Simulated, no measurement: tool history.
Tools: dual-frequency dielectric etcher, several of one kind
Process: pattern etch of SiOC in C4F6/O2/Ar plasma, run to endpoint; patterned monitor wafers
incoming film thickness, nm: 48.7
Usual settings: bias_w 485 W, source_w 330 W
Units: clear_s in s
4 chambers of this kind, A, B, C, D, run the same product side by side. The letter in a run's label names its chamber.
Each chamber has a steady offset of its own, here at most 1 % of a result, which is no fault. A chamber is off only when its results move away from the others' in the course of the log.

{"run": "1C", "hour": 14.2, "bias_w": 485, "source_w": 330, "clear_s": 17.856}
{"run": "2A", "hour": 28.4, "bias_w": 485, "source_w": 330, "clear_s": 17.736}
{"run": "3D", "hour": 40.5, "bias_w": 485, "source_w": 330, "clear_s": 17.82}
{"run": "4B", "hour": 48.7, "bias_w": 485, "source_w": 330, "clear_s": 17.881}
{"run": "5B", "hour": 62.3, "bias_w": 485, "source_w": 330, "clear_s": 17.876}
{"run": "6A", "hour": 78.2, "bias_w": 594, "source_w": 330, "clear_s": 16.418}
{"run": "7D", "hour": 92.9, "bias_w": 594, "source_w": 330, "clear_s": 16.46}
{"hour": 93.1, "done": "chamber C: source power generator calibrated"}
{"run": "8C", "hour": 102.9, "bias_w": 594, "source_w": 330, "clear_s": 16.442}
{"run": "9B", "hour": 110.7, "bias_w": 594, "source_w": 330, "clear_s": 16.646}
{"run": "10A", "hour": 123.6, "bias_w": 485, "source_w": 330, "clear_s": 17.747}
{"hour": 133.7, "done": "chamber B: wet clean of the chamber"}
{"run": "11C", "hour": 133.9, "bias_w": 485, "source_w": 330, "clear_s": 17.682}
{"run": "12D", "hour": 144.5, "bias_w": 485, "source_w": 330, "clear_s": 17.913}
{"run": "13D", "hour": 153.5, "bias_w": 485, "source_w": 330, "clear_s": 17.837}
{"run": "14B", "hour": 168.3, "bias_w": 485, "source_w": 330, "clear_s": 17.905}
{"run": "15A", "hour": 178.2, "bias_w": 485, "source_w": 330, "clear_s": 17.778}
{"run": "16C", "hour": 192.5, "bias_w": 485, "source_w": 330, "clear_s": 17.648}
{"run": "17C", "hour": 208.0, "bias_w": 485, "source_w": 330, "clear_s": 17.632}
{"run": "18A", "hour": 218.0, "bias_w": 485, "source_w": 330, "clear_s": 17.624}
{"run": "19B", "hour": 230.4, "bias_w": 485, "source_w": 330, "clear_s": 17.846}
{"run": "20D", "hour": 237.6, "bias_w": 485, "source_w": 330, "clear_s": 17.839}
{"run": "21D", "hour": 250.9, "bias_w": 485, "source_w": 330, "clear_s": 17.844}
{"hour": 258.5, "done": "chamber A: wet clean of the chamber"}
{"run": "22B", "hour": 264.6, "bias_w": 485, "source_w": 330, "clear_s": 17.847}
{"run": "23C", "hour": 274.1, "bias_w": 485, "source_w": 330, "clear_s": 17.427}
{"run": "24A", "hour": 284.2, "bias_w": 485, "source_w": 330, "clear_s": 17.634}
{"run": "25D", "hour": 291.3, "bias_w": 485, "source_w": 330, "clear_s": 17.803}
{"run": "26C", "hour": 300.9, "bias_w": 485, "source_w": 330, "clear_s": 17.397}
{"run": "27B", "hour": 310.7, "bias_w": 485, "source_w": 330, "clear_s": 17.883}
{"run": "28A", "hour": 326.7, "bias_w": 485, "source_w": 330, "clear_s": 17.764}
{"run": "29A", "hour": 333.6, "bias_w": 485, "source_w": 330, "clear_s": 17.651}
{"run": "30B", "hour": 341.4, "bias_w": 485, "source_w": 330, "clear_s": 17.869}
{"run": "31D", "hour": 348.5, "bias_w": 485, "source_w": 330, "clear_s": 17.833}
{"run": "32C", "hour": 361.9, "bias_w": 485, "source_w": 330, "clear_s": 17.329}
{"run": "33C", "hour": 376.1, "bias_w": 485, "source_w": 330, "clear_s": 17.234}
{"hour": 383.4, "done": "chamber D: wet clean of the chamber"}
{"run": "34A", "hour": 387.0, "bias_w": 485, "source_w": 330, "clear_s": 17.656}
{"run": "35D", "hour": 397.6, "bias_w": 485, "source_w": 330, "clear_s": 17.797}
{"run": "36B", "hour": 409.1, "bias_w": 485, "source_w": 330, "clear_s": 17.886}
{"run": "37D", "hour": 417.2, "bias_w": 485, "source_w": 330, "clear_s": 17.832}
{"run": "38B", "hour": 430.2, "bias_w": 375, "source_w": 330, "clear_s": 19.549}
{"run": "39C", "hour": 445.2, "bias_w": 375, "source_w": 330, "clear_s": 18.948}
{"run": "40A", "hour": 459.7, "bias_w": 375, "source_w": 330, "clear_s": 19.424}
{"run": "41B", "hour": 471.5, "bias_w": 375, "source_w": 330, "clear_s": 19.536}
{"hour": 480.9, "done": "chamber A: source power generator calibrated"}
{"run": "42A", "hour": 481.0, "bias_w": 485, "source_w": 330, "clear_s": 17.668}
{"run": "43C", "hour": 492.7, "bias_w": 485, "source_w": 330, "clear_s": 17.148}

What goes on in this fleet: one chamber off, a drifting gauge, or nothing beyond the chambers' own small offsets? Name the chamber and the cause, if any.

Chamber C drifts away from the others.
Cause: etch rate over this chamber's usual, % = 3.79.

Here are 4 candidates for chamber C's next run, each the usual settings with a change, their results left as question marks. Which one brings its results back in line with what the others give on the usual settings?
In line means no further than this from the other chambers' mean on the usual settings: clear_s 0.19 s
{"run": "44C-1", "hour": 504.1, "bias_w": 534, "source_w": 330, "clear_s": "?"}
{"run": "44C-2", "hour": 504.1, "bias_w": 436, "source_w": 330, "clear_s": "?"}
{"run": "44C-3", "hour": 504.1, "bias_w": 540, "source_w": 370, "clear_s": "?"}
{"run": "44C-4", "hour": 504.1, "bias_w": 390, "source_w": 330, "clear_s": "?"}

The other chambers' mean on the usual settings: clear_s 17.799 s
run=44C-1 clear_s=16.518
run=44C-2 clear_s=17.817
run=44C-3 clear_s=15.762
run=44C-4 clear_s=18.557
44C-2 brings the chamber back in line.
